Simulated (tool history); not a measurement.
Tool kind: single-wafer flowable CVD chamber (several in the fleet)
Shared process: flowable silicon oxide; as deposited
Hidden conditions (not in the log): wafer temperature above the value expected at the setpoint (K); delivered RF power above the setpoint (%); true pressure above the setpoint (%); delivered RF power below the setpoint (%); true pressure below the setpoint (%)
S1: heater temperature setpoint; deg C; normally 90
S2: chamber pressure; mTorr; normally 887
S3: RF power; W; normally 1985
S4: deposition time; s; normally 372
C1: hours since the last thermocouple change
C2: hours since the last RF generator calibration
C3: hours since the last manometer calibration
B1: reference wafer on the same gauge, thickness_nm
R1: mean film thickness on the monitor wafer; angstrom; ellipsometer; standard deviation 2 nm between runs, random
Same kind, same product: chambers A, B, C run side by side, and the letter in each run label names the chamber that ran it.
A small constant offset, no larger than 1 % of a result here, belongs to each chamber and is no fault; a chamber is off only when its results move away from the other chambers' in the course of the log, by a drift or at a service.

run,hour,S1,S2,S3,S4,C1,C2,C3,B1,R1
1B,4.8,90,887,1985,372,530.8,1739.2,2481,295.29,3603.2
2C,10.6,90,887,1985,372,1316.5,934.6,226.4,295.3,3567.2
3A,16.1,90,887,1985,372,2187.2,1289.6,1174.1,295.01,3594.8
4C,20.7,90,887,1985,372,1326.6,944.7,236.5,294.65,3566.3
5B,26.9,90,887,1985,372,552.9,1761.3,2503.1,294.49,3577.1
# hour 29.4: chamber C: RF generator calibrated
6A,32.2,90,887,1985,372,2203.3,1305.7,1190.2,295.08,3589.7
# hour 35.2: chamber B: capacitance manometer re-zeroed and calibrated
7B,35.6,90,887,1985,372,561.6,1770,0.5,295.05,3470.1
8C,39.4,90,887,1985,372,1345.3,10,255.2,294.59,3586
9A,44.2,90,887,1985,372,2215.3,1317.7,1202.2,295.14,3600.9
10A,49.1,90,887,1985,372,2220.2,1322.6,1207.1,295.03,3585.2
11B,53.1,90,887,1985,372,579.1,1787.5,18,295.21,3469.6
12C,59.4,90,887,1985,372,1365.3,30,275.2,295.15,3577.9
13A,62.7,90,887,1985,372,2233.8,1336.2,1220.7,294.52,3605.2
14B,66.3,90,887,1985,372,592.3,1800.7,31.2,295.1,3439.7
15C,71.2,90,887,1985,372,1377.1,41.8,287,294.66,3559
16C,76,90,887,1985,372,1381.9,46.6,291.8,295.32,3575.3
17B,82.1,90,887,1985,372,608.1,1816.5,47,295.05,3441.2
18A,86.3,90,887,1985,372,2257.4,1359.8,1244.3,295.46,3547.8
19A,89.4,90,887,1985,372,2260.5,1362.9,1247.4,295.42,3596.3
20C,93,90,887,1985,372,1398.9,63.6,308.8,295.26,3542.6
21B,97.2,90,1090,1985,429,623.2,1831.6,62.1,295.01,5097
22A,100.1,90,1090,1985,429,2271.2,1373.6,1258.1,295.09,5284.5
23B,106,90,1090,1985,429,632,1840.4,70.9,294.91,5066.9
24C,110.4,90,887,1985,372,1416.3,81,326.2,294.89,3591.2
25B,114.9,90,887,1985,372,640.9,1849.3,79.8,294.76,3440.2

Decide between three cases: one chamber stands off from its peers, the gauge reading all wafers drifts, or nothing is wrong past each chamber's small offset. Where a chamber is off, say which and what most likely put it there.

The work done on chamber B during a service left it standing apart from the others.
What lies behind it: true pressure below the setpoint (%) = 3.31.

Below are 4 candidate recipes for chamber B's next run, each the usual settings with a change, their results shown as question marks. Which of them brings B's results back in line with what the other chambers give on the usual settings?
A result is in line if it is within this distance of the other chambers' mean on the usual settings: R1 70 angstrom
26B-1,119.6,90,850,1975,364,,,,,?
26B-2,119.6,89,887,1985,374,,,,,?
26B-3,119.6,91,878,1985,372,,,,,?
26B-4,119.6,90,924,1995,380,,,,,?

Other chambers, usual settings, mean: R1 3584.1 angstrom
run,R1
26B-1,3183.3
26B-2,3559
26B-3,3282.2
26B-4,3702
It is 26B-2 that realigns the chamber with its peers.
